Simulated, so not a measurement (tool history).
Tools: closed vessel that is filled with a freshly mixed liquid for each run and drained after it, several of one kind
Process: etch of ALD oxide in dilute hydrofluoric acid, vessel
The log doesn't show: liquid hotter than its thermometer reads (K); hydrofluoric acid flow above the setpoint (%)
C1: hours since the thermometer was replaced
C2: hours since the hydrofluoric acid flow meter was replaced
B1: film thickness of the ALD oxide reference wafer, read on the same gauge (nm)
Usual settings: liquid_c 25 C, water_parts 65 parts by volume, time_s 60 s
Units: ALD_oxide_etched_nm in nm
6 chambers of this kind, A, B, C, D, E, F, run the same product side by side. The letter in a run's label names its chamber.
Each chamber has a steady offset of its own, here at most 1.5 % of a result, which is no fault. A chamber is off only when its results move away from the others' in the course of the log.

{"run": "1E", "hour": 3.3, "liquid_c": 25, "water_parts": 65, "time_s": 60, "C1": 553.9, "C2": 4.4, "B1": 109.99, "ALD_oxide_etched_nm": 21.622}
{"run": "2D", "hour": 6.3, "liquid_c": 25, "water_parts": 65, "time_s": 60, "C1": 311.9, "C2": 1160.2, "B1": 109.98, "ALD_oxide_etched_nm": 21.849}
{"run": "3A", "hour": 11.4, "liquid_c": 25, "water_parts": 65, "time_s": 60, "C1": 931.9, "C2": 58.9, "B1": 110.02, "ALD_oxide_etched_nm": 22.063}
{"run": "4C", "hour": 15.9, "liquid_c": 25, "water_parts": 65, "time_s": 60, "C1": 1133.6, "C2": 25.5, "B1": 110.03, "ALD_oxide_etched_nm": 22.259}
{"run": "5B", "hour": 19.9, "liquid_c": 25, "water_parts": 65, "time_s": 60, "C1": 273.6, "C2": 1648.8, "B1": 109.98, "ALD_oxide_etched_nm": 21.365}
{"run": "6F", "hour": 23.7, "liquid_c": 25, "water_parts": 65, "time_s": 60, "C1": 495.7, "C2": 1627.2, "B1": 110, "ALD_oxide_etched_nm": 21.775}
{"run": "7A", "hour": 28.2, "liquid_c": 25, "water_parts": 65, "time_s": 60, "C1": 948.7, "C2": 75.7, "B1": 109.99, "ALD_oxide_etched_nm": 22.095}
{"run": "8C", "hour": 30.8, "liquid_c": 25, "water_parts": 65, "time_s": 60, "C1": 1148.5, "C2": 40.4, "B1": 109.96, "ALD_oxide_etched_nm": 21.675}
{"run": "9B", "hour": 36.5, "liquid_c": 25, "water_parts": 65, "time_s": 60, "C1": 290.2, "C2": 1665.4, "B1": 110.04, "ALD_oxide_etched_nm": 21.52}
{"run": "10E", "hour": 40.6, "liquid_c": 27, "water_parts": 90, "time_s": 60, "C1": 591.2, "C2": 41.7, "B1": 109.95, "ALD_oxide_etched_nm": 16.486}
{"run": "11D", "hour": 43.7, "liquid_c": 27, "water_parts": 90, "time_s": 60, "C1": 349.3, "C2": 1197.6, "B1": 110, "ALD_oxide_etched_nm": 16.347}
{"run": "12F", "hour": 48.3, "liquid_c": 27, "water_parts": 90, "time_s": 60, "C1": 520.3, "C2": 1651.8, "B1": 109.97, "ALD_oxide_etched_nm": 16.59}
{"run": "13D", "hour": 52.7, "liquid_c": 27, "water_parts": 90, "time_s": 60, "C1": 358.3, "C2": 1206.6, "B1": 110.02, "ALD_oxide_etched_nm": 16.376}
{"run": "14F", "hour": 56.9, "liquid_c": 27, "water_parts": 90, "time_s": 60, "C1": 528.9, "C2": 1660.4, "B1": 110.01, "ALD_oxide_etched_nm": 16.681}
{"run": "15A", "hour": 62.0, "liquid_c": 27, "water_parts": 90, "time_s": 60, "C1": 982.5, "C2": 109.5, "B1": 109.97, "ALD_oxide_etched_nm": 16.877}
{"run": "16C", "hour": 65.9, "liquid_c": 25, "water_parts": 65, "time_s": 60, "C1": 1183.6, "C2": 75.5, "B1": 110.02, "ALD_oxide_etched_nm": 21.718}
{"run": "17B", "hour": 70.9, "liquid_c": 25, "water_parts": 65, "time_s": 60, "C1": 324.6, "C2": 1699.8, "B1": 109.97, "ALD_oxide_etched_nm": 21.502}
{"run": "18E", "hour": 76.0, "liquid_c": 25, "water_parts": 65, "time_s": 60, "C1": 626.6, "C2": 77.1, "B1": 109.98, "ALD_oxide_etched_nm": 21.479}
{"hour": 78.2, "done": "chamber E: thermometer replaced"}
{"run": "19B", "hour": 80.7, "liquid_c": 25, "water_parts": 65, "time_s": 60, "C1": 334.4, "C2": 1709.6, "B1": 110, "ALD_oxide_etched_nm": 21.435}
{"run": "20D", "hour": 84.2, "liquid_c": 25, "water_parts": 65, "time_s": 60, "C1": 389.8, "C2": 1238.1, "B1": 110.01, "ALD_oxide_etched_nm": 21.693}
{"run": "21E", "hour": 88.2, "liquid_c": 25, "water_parts": 65, "time_s": 60, "C1": 10, "C2": 89.3, "B1": 109.99, "ALD_oxide_etched_nm": 21.484}
{"run": "22F", "hour": 93.6, "liquid_c": 25, "water_parts": 65, "time_s": 60, "C1": 565.6, "C2": 1697.1, "B1": 110, "ALD_oxide_etched_nm": 21.698}
{"run": "23C", "hour": 96.3, "liquid_c": 25, "water_parts": 65, "time_s": 60, "C1": 1214, "C2": 105.9, "B1": 110.01, "ALD_oxide_etched_nm": 21.839}
{"run": "24A", "hour": 101.7, "liquid_c": 25, "water_parts": 65, "time_s": 60, "C1": 1022.2, "C2": 149.2, "B1": 110.03, "ALD_oxide_etched_nm": 22.186}
{"run": "25F", "hour": 105.1, "liquid_c": 25, "water_parts": 65, "time_s": 60, "C1": 577.1, "C2": 1708.6, "B1": 109.99, "ALD_oxide_etched_nm": 22.083}
{"run": "26C", "hour": 108.2, "liquid_c": 25, "water_parts": 65, "time_s": 60, "C1": 1225.9, "C2": 117.8, "B1": 110, "ALD_oxide_etched_nm": 21.791}
{"run": "27A", "hour": 112.9, "liquid_c": 25, "water_parts": 65, "time_s": 60, "C1": 1033.4, "C2": 160.4, "B1": 109.99, "ALD_oxide_etched_nm": 22.091}
{"run": "28D", "hour": 118.6, "liquid_c": 25, "water_parts": 65, "time_s": 60, "C1": 424.2, "C2": 1272.5, "B1": 109.98, "ALD_oxide_etched_nm": 21.849}
{"run": "29B", "hour": 122.2, "liquid_c": 25, "water_parts": 65, "time_s": 60, "C1": 375.9, "C2": 1751.1, "B1": 110.03, "ALD_oxide_etched_nm": 21.641}
{"run": "30E", "hour": 127.5, "liquid_c": 21.5, "water_parts": 55, "time_s": 60, "C1": 49.3, "C2": 128.6, "B1": 110.04, "ALD_oxide_etched_nm": 22.539}
{"run": "31C", "hour": 130.1, "liquid_c": 21.5, "water_parts": 55, "time_s": 60, "C1": 1247.8, "C2": 139.7, "B1": 110, "ALD_oxide_etched_nm": 22.222}
{"run": "32A", "hour": 134.1, "liquid_c": 21.5, "water_parts": 55, "time_s": 60, "C1": 1054.6, "C2": 181.6, "B1": 110.07, "ALD_oxide_etched_nm": 22.887}
{"run": "33D", "hour": 139.0, "liquid_c": 21.5, "water_parts": 55, "time_s": 60, "C1": 444.6, "C2": 1292.9, "B1": 109.93, "ALD_oxide_etched_nm": 22.768}
{"run": "34E", "hour": 143.5, "liquid_c": 21.5, "water_parts": 55, "time_s": 60, "C1": 65.3, "C2": 144.6, "B1": 109.96, "ALD_oxide_etched_nm": 22.678}
{"run": "35F", "hour": 146.5, "liquid_c": 21.5, "water_parts": 55, "time_s": 60, "C1": 618.5, "C2": 1750, "B1": 110.03, "ALD_oxide_etched_nm": 23.573}
{"run": "36B", "hour": 152.3, "liquid_c": 25, "water_parts": 65, "time_s": 60, "C1": 406, "C2": 1781.2, "B1": 109.97, "ALD_oxide_etched_nm": 21.596}
{"run": "37B", "hour": 157.2, "liquid_c": 22.5, "water_parts": 65, "time_s": 80, "C1": 410.9, "C2": 1786.1, "B1": 110, "ALD_oxide_etched_nm": 26.196}
{"run": "38F", "hour": 160.6, "liquid_c": 22.5, "water_parts": 65, "time_s": 80, "C1": 632.6, "C2": 1764.1, "B1": 109.98, "ALD_oxide_etched_nm": 27.214}
{"run": "39E", "hour": 165.7, "liquid_c": 22.5, "water_parts": 65, "time_s": 80, "C1": 87.5, "C2": 166.8, "B1": 110.02, "ALD_oxide_etched_nm": 25.36}
{"run": "40D", "hour": 170.6, "liquid_c": 22.5, "water_parts": 65, "time_s": 80, "C1": 476.2, "C2": 1324.5, "B1": 110, "ALD_oxide_etched_nm": 25.968}
{"run": "41A", "hour": 176.5, "liquid_c": 22.5, "water_parts": 65, "time_s": 80, "C1": 1097, "C2": 224, "B1": 109.99, "ALD_oxide_etched_nm": 26.741}
{"run": "42C", "hour": 181.0, "liquid_c": 22.5, "water_parts": 65, "time_s": 80, "C1": 1298.7, "C2": 190.6, "B1": 110.05, "ALD_oxide_etched_nm": 26.291}

What goes on in this fleet: one chamber off, a drifting gauge, or nothing beyond the chambers' own small offsets? Name the chamber and the cause, if any.

Chamber F drifts away from the others.
Cause: liquid hotter than its thermometer reads (K) = 1.26.
The log may not tell that from: hydrofluoric acid flow above the setpoint (%).

Here are 4 candidates for chamber F's next run, each the usual settings with a change, their results left as question marks. Which one brings its results back in line with what the others give on the usual settings?
In line means no further than this from the other chambers' mean on the usual settings: ALD_oxide_etched_nm 0.66 nm
{"run": "43F-1", "hour": 185.2, "liquid_c": 28, "water_parts": 65, "time_s": 60, "ALD_oxide_etched_nm": "?"}
{"run": "43F-2", "hour": 185.2, "liquid_c": 26.5, "water_parts": 65, "time_s": 60, "ALD_oxide_etched_nm": "?"}
{"run": "43F-3", "hour": 185.2, "liquid_c": 23.5, "water_parts": 65, "time_s": 60, "ALD_oxide_etched_nm": "?"}
{"run": "43F-4", "hour": 185.2, "liquid_c": 24.5, "water_parts": 65, "time_s": 55, "ALD_oxide_etched_nm": "?"}

The other chambers' mean on the usual settings: ALD_oxide_etched_nm 21.75 nm
run=43F-1 ALD_oxide_etched_nm=25.992
run=43F-2 ALD_oxide_etched_nm=24.509
run=43F-3 ALD_oxide_etched_nm=21.726
run=43F-4 ALD_oxide_etched_nm=20.741
43F-3 brings the chamber back in line.
